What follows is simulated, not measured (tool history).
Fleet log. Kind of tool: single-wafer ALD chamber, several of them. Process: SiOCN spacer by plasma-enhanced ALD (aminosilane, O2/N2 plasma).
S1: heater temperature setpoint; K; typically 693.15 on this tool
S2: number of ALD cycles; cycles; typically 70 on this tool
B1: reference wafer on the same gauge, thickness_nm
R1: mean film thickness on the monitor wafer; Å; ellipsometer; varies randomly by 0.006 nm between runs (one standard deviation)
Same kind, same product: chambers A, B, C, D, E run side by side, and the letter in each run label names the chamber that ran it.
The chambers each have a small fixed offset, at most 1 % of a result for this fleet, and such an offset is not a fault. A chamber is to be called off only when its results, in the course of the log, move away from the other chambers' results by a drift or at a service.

run 1C hour=10.0 | S1=693.15 S2=70 | B1=4.7303 | R1=39.561
run 2D hour=19.0 | S1=693.15 S2=70 | B1=4.7280 | R1=39.587
run 3B hour=29.0 | S1=693.15 S2=70 | B1=4.7256 | R1=40.092
run 4E hour=36.8 | S1=693.15 S2=70 | B1=4.7255 | R1=39.917
run 5A hour=50.2 | S1=701.15 S2=70 | B1=4.7285 | R1=38.551
run 6B hour=64.4 | S1=701.15 S2=70 | B1=4.7244 | R1=39.026
run 7C hour=76.8 | S1=701.15 S2=70 | B1=4.7247 | R1=38.598
run 8A hour=87.1 | S1=701.15 S2=70 | B1=4.7238 | R1=38.560
run 9E hour=95.3 | S1=701.15 S2=70 | B1=4.7242 | R1=38.793
run 10D hour=103.9 | S1=686.15 S2=63 | B1=4.7223 | R1=36.367
run 11C hour=116.0 | S1=686.15 S2=63 | B1=4.7228 | R1=36.370
run 12D hour=125.0 | S1=686.15 S2=63 | B1=4.7193 | R1=36.421
run 13B hour=135.8 | S1=686.15 S2=63 | B1=4.7202 | R1=36.745
run 14A hour=145.9 | S1=686.15 S2=63 | B1=4.7178 | R1=36.361
run 15E hour=157.3 | S1=693.15 S2=70 | B1=4.7174 | R1=39.747
run 16A hour=172.4 | S1=686.15 S2=78 | B1=4.7170 | R1=44.898
run 17E hour=179.4 | S1=686.15 S2=78 | B1=4.7189 | R1=45.359
run 18C hour=188.4 | S1=686.15 S2=78 | B1=4.7156 | R1=45.057
run 19D hour=200.3 | S1=686.15 S2=78 | B1=4.7162 | R1=45.009
run 20B hour=208.7 | S1=686.15 S2=78 | B1=4.7145 | R1=45.487
run 21B hour=219.9 | S1=693.15 S2=70 | B1=4.7135 | R1=39.834
run 22E hour=234.6 | S1=693.15 S2=70 | B1=4.7116 | R1=39.619
run 23C hour=246.5 | S1=693.15 S2=70 | B1=4.7117 | R1=39.558
run 24D hour=255.3 | S1=693.15 S2=70 | B1=4.7111 | R1=39.446
run 25A hour=264.3 | S1=693.15 S2=70 | B1=4.7101 | R1=39.301
run 26A hour=273.8 | S1=693.15 S2=70 | B1=4.7112 | R1=39.313
run 27E hour=285.6 | S1=693.15 S2=70 | B1=4.7082 | R1=39.688
run 28B hour=295.9 | S1=693.15 S2=70 | B1=4.7094 | R1=39.849
run 29C hour=305.5 | S1=705.15 S2=58 | B1=4.7063 | R1=31.459
run 30D hour=319.5 | S1=705.15 S2=58 | B1=4.7067 | R1=31.396
run 31E hour=329.9 | S1=705.15 S2=58 | B1=4.7048 | R1=31.626
run 32C hour=338.4 | S1=705.15 S2=58 | B1=4.7043 | R1=31.434
-- hour=343.9 chamber C: thermocouple changed; heater temperature recalibrated
run 33B hour=349.6 | S1=705.15 S2=58 | B1=4.7022 | R1=31.701
run 34A hour=358.6 | S1=693.15 S2=70 | B1=4.7034 | R1=39.274
run 35D hour=373.1 | S1=693.15 S2=70 | B1=4.7008 | R1=39.368
run 36C hour=383.3 | S1=693.15 S2=70 | B1=4.7032 | R1=39.402

Predict what each chamber gives when all 5 of them run the settings below next.
run 37A hour=394.1 | S1=693.15 S2=70 | R1=?
run 37B hour=394.1 | S1=693.15 S2=70 | R1=?
run 37C hour=394.1 | S1=693.15 S2=70 | R1=?
run 37D hour=394.1 | S1=693.15 S2=70 | R1=?
run 37E hour=394.1 | S1=693.15 S2=70 | R1=?

run=37A R1=39.466
run=37B R1=39.752
run=37C R1=39.403
run=37D R1=39.302
run=37E R1=39.597
